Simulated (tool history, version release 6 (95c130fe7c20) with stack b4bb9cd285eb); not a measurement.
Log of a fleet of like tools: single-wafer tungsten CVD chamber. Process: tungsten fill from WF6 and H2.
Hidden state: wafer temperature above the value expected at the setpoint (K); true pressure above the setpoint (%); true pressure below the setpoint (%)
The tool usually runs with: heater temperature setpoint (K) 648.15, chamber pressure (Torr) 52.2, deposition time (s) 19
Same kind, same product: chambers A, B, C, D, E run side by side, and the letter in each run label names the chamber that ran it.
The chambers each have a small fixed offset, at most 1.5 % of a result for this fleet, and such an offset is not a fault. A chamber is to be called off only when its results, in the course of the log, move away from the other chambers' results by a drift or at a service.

run,hour,heater temperature setpoint (K),chamber pressure (Torr),deposition time (s),hours since the last thermocouple change,hours since the last manometer calibration,"read-back reference wafer on the same gauge, thickness_nm",mean film thickness on the monitor wafer (angstrom)
1E,12.3,648.15,52.2,19,731.9,1113.7,41.799,434.08
2C,23.5,648.15,52.2,19,1081.8,1631.8,41.798,442.76
3D,34.8,648.15,52.2,19,654.7,425.5,41.792,440.08
4A,45.6,648.15,52.2,19,2345.8,370.2,41.78,435.17
5B,55,648.15,52.2,16.2,1107.5,166.1,41.769,374.42
6B,61.8,648.15,52.2,16.2,1114.3,172.9,41.763,373.9
7C,68.8,648.15,52.2,16.2,1127.1,1677.1,41.753,376.94
8A,76.5,648.15,52.2,16.2,2376.7,401.1,41.768,370.27
9E,87.2,648.15,52.2,16.2,806.8,1188.6,41.742,369.78
10D,97.1,648.15,52.2,19,717,487.8,41.739,439.5
# hour 105.3: chamber C: capacitance manometer re-zeroed and calibrated
11D,107.9,648.15,52.2,19,727.8,498.6,41.739,439.82
12C,114.7,648.15,52.2,19,1173,9.4,41.737,441.93
13E,126.7,648.15,52.2,19,846.3,1228.1,41.735,434.37
14A,136.2,648.15,52.2,19,2436.4,460.8,41.722,433.69
15B,147.8,648.15,52.2,19,1200.3,258.9,41.715,438.37
16B,156.7,648.15,52.2,19,1209.2,267.8,41.711,437.68
17A,164.6,643.15,52.2,19,2464.8,489.2,41.711,390.48
18E,171.8,643.15,52.2,19,891.4,1273.2,41.714,390.2
# hour 182.2: chamber A: thermocouple changed; heater temperature recalibrated
19D,183.8,643.15,52.2,19,803.7,574.5,41.689,395.7
# hour 192.5: chamber E: capacitance manometer re-zeroed and calibrated
20C,195.3,643.15,52.2,19,1253.6,90,41.697,399.56
21D,207.6,643.15,52.2,19,827.5,598.3,41.676,395.93
22A,219,648.15,52.2,19,36.9,543.6,41.684,433.23
23B,225.2,648.15,52.2,19,1277.7,336.3,41.68,437.43
24E,235,638.15,61.2,19,954.6,42.5,41.672,376.44
25C,241.8,638.15,61.2,19,1300.1,136.5,41.675,384.1
26E,249.2,638.15,61.2,19,968.8,56.7,41.654,376.04
27A,259.8,638.15,61.2,19,77.7,584.4,41.658,375.99
28D,269,638.15,61.2,19,888.9,659.7,41.662,381.41
29B,274.8,648.15,52.2,19,1327.3,385.9,41.644,437.36
30C,284.1,648.15,52.2,19,1342.4,178.8,41.643,440.06
31D,293.3,648.15,52.2,19,913.2,684,41.63,438.86
32B,301.9,648.15,52.2,19,1354.4,413,41.634,437.15
33E,308.7,637.15,43.1,19,1028.3,116.2,41.638,313.49
34C,317.8,637.15,43.1,19,1376.1,212.5,41.63,321.4
35A,328.9,637.15,43.1,19,146.8,653.5,41.634,313.85
36C,334.4,637.15,43.1,19,1392.7,229.1,41.623,321.26

All 5 chambers run these settings next. Forecast each chamber's results:
37A,343.3,648.15,42.3,19,,,,?
37B,343.3,648.15,42.3,19,,,,?
37C,343.3,648.15,42.3,19,,,,?
37D,343.3,648.15,42.3,19,,,,?
37E,343.3,648.15,42.3,19,,,,?

run,mean film thickness on the monitor wafer (angstrom)
37A,392.42
37B,397.44
37C,400.35
37D,397.95
37E,392.36

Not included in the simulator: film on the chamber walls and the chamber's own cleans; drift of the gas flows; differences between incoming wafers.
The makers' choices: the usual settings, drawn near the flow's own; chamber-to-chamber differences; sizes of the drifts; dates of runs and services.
